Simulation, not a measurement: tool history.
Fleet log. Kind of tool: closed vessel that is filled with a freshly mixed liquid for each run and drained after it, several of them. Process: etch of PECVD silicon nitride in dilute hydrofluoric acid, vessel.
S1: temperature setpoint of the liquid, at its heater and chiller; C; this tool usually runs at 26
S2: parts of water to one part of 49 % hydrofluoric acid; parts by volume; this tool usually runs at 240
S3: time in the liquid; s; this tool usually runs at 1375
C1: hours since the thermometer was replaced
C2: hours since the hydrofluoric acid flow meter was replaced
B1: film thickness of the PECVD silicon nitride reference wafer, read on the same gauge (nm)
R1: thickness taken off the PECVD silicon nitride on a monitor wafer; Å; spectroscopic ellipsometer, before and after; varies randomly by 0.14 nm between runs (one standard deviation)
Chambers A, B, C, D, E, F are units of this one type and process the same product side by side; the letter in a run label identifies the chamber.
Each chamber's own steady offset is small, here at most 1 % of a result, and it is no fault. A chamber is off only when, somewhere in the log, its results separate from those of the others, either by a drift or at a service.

Run 1B, hour 9.2: usual settings; C1 458.2; C2 495.9; B1 130.00. Result: R1 151.68 Å.
Run 2C, hour 17.4: usual settings; C1 1334.3; C2 745.4; B1 130.03. Result: R1 151.88 Å.
Run 3A, hour 26.1: usual settings; C1 375.6; C2 674.0; B1 130.01. Result: R1 156.07 Å.
At hour 28.3: chamber E: hydrofluoric acid flow meter replaced.
Run 4F, hour 30.9: usual settings; C1 1835.9; C2 995.9; B1 130.01. Result: R1 157.42 Å.
Run 5E, hour 35.9: usual settings; C1 285.4; C2 7.7; B1 130.01. Result: R1 153.05 Å.
At hour 37.8: chamber D: hydrofluoric acid flow meter replaced.
Run 6D, hour 45.4: usual settings but S2 305 parts by volume; C1 867.5; C2 7.7; B1 130.01. Result: R1 122.57 Å.
Run 7A, hour 50.7: usual settings but S2 305 parts by volume; C1 400.2; C2 698.6; B1 129.98. Result: R1 121.96 Å.
Run 8F, hour 59.9: usual settings but S2 305 parts by volume; C1 1864.9; C2 1024.9; B1 130.01. Result: R1 120.96 Å.
Run 9C, hour 64.6: usual settings but S2 305 parts by volume; C1 1381.5; C2 792.6; B1 129.94. Result: R1 118.31 Å.
Run 10B, hour 73.7: usual settings but S2 305 parts by volume; C1 522.7; C2 560.4; B1 129.97. Result: R1 123.21 Å.
Run 11D, hour 81.0: usual settings but S2 305 parts by volume; C1 903.1; C2 43.3; B1 129.99. Result: R1 120.99 Å.
Run 12E, hour 87.9: usual settings; C1 337.4; C2 59.7; B1 130.00. Result: R1 153.71 Å.
Run 13D, hour 94.5: usual settings; C1 916.6; C2 56.8; B1 129.99. Result: R1 153.45 Å.
Run 14C, hour 101.2: usual settings; C1 1418.1; C2 829.2; B1 130.01. Result: R1 154.48 Å.
Run 15E, hour 109.1: usual settings but S3 1000 s; C1 358.6; C2 80.9; B1 130.00. Result: R1 112.36 Å.
Run 16A, hour 114.3: usual settings but S3 1000 s; C1 463.8; C2 762.2; B1 130.02. Result: R1 111.94 Å.
Run 17B, hour 121.4: usual settings but S3 1000 s; C1 570.4; C2 608.1; B1 130.01. Result: R1 114.32 Å.
Run 18F, hour 127.2: usual settings but S3 1000 s; C1 1932.2; C2 1092.2; B1 129.98. Result: R1 115.02 Å.
Run 19F, hour 134.7: usual settings but S3 1000 s; C1 1939.7; C2 1099.7; B1 130.06. Result: R1 115.00 Å.
Run 20A, hour 143.7: usual settings but S3 1000 s; C1 493.2; C2 791.6; B1 130.00. Result: R1 110.14 Å.
Run 21E, hour 152.0: usual settings; C1 401.5; C2 123.8; B1 130.03. Result: R1 153.66 Å.
Run 22B, hour 158.3: usual settings; C1 607.3; C2 645.0; B1 130.02. Result: R1 155.03 Å.
Run 23C, hour 167.1: usual settings but S2 340 parts by volume; C1 1484.0; C2 895.1; B1 129.97. Result: R1 107.05 Å.
Run 24D, hour 175.9: usual settings but S2 340 parts by volume; C1 998.0; C2 138.2; B1 129.97. Result: R1 109.66 Å.
Run 25C, hour 181.3: usual settings but S2 340 parts by volume; C1 1498.2; C2 909.3; B1 130.02. Result: R1 106.25 Å.
Run 26A, hour 187.5: usual settings but S2 340 parts by volume; C1 537.0; C2 835.4; B1 130.00. Result: R1 106.00 Å.
Run 27D, hour 192.5: usual settings but S2 340 parts by volume; C1 1014.6; C2 154.8; B1 130.01. Result: R1 110.17 Å.
Run 28B, hour 199.9: usual settings but S2 340 parts by volume; C1 648.9; C2 686.6; B1 130.00. Result: R1 110.82 Å.
Run 29E, hour 204.5: usual settings but S1 31 C, S2 140 parts by volume; C1 454.0; C2 176.3; B1 130.00. Result: R1 357.04 Å.
Run 30F, hour 210.6: usual settings but S1 31 C, S2 140 parts by volume; C1 2015.6; C2 1175.6; B1 129.98. Result: R1 371.35 Å.
Run 31D, hour 219.9: usual settings but S1 31 C, S2 140 parts by volume; C1 1042.0; C2 182.2; B1 130.00. Result: R1 359.56 Å.
Run 32A, hour 228.1: usual settings but S1 31 C, S2 140 parts by volume; C1 577.6; C2 876.0; B1 129.99. Result: R1 340.87 Å.
Run 33C, hour 233.9: usual settings but S1 31 C, S2 140 parts by volume; C1 1550.8; C2 961.9; B1 129.99. Result: R1 362.69 Å.
Run 34E, hour 243.5: usual settings but S1 31 C, S2 140 parts by volume; C1 493.0; C2 215.3; B1 129.96. Result: R1 358.44 Å.
Run 35F, hour 253.0: usual settings; C1 2058.0; C2 1218.0; B1 130.00. Result: R1 157.30 Å.
Run 36B, hour 257.2: usual settings but S1 31 C, S3 905 s; C1 706.2; C2 743.9; B1 130.00. Result: R1 138.08 Å.
Run 37A, hour 265.3: usual settings but S1 31 C, S3 905 s; C1 614.8; C2 913.2; B1 130.00. Result: R1 125.63 Å.
Run 38F, hour 271.8: usual settings but S1 31 C, S3 905 s; C1 2076.8; C2 1236.8; B1 130.00. Result: R1 141.28 Å.
Run 39D, hour 277.0: usual settings but S1 31 C, S3 905 s; C1 1099.1; C2 239.3; B1 130.03. Result: R1 136.50 Å.
Run 40E, hour 284.6: usual settings but S1 31 C, S3 905 s; C1 534.1; C2 256.4; B1 130.02. Result: R1 137.73 Å.

For the next run the whole fleet of 6 chambers uses the same settings. Give each chamber's results:
Run 41A, hour 291.5: usual settings but S1 23 C. Result: R1 ?.
Run 41B, hour 291.5: usual settings but S1 23 C. Result: R1 ?.
Run 41C, hour 291.5: usual settings but S1 23 C. Result: R1 ?.
Run 41D, hour 291.5: usual settings but S1 23 C. Result: R1 ?.
Run 41E, hour 291.5: usual settings but S1 23 C. Result: R1 ?.
Run 41F, hour 291.5: usual settings but S1 23 C. Result: R1 ?.

run      R1
41A  117.86
41B  127.69
41C  127.41
41D  128.78
41E  128.01
41F  130.18
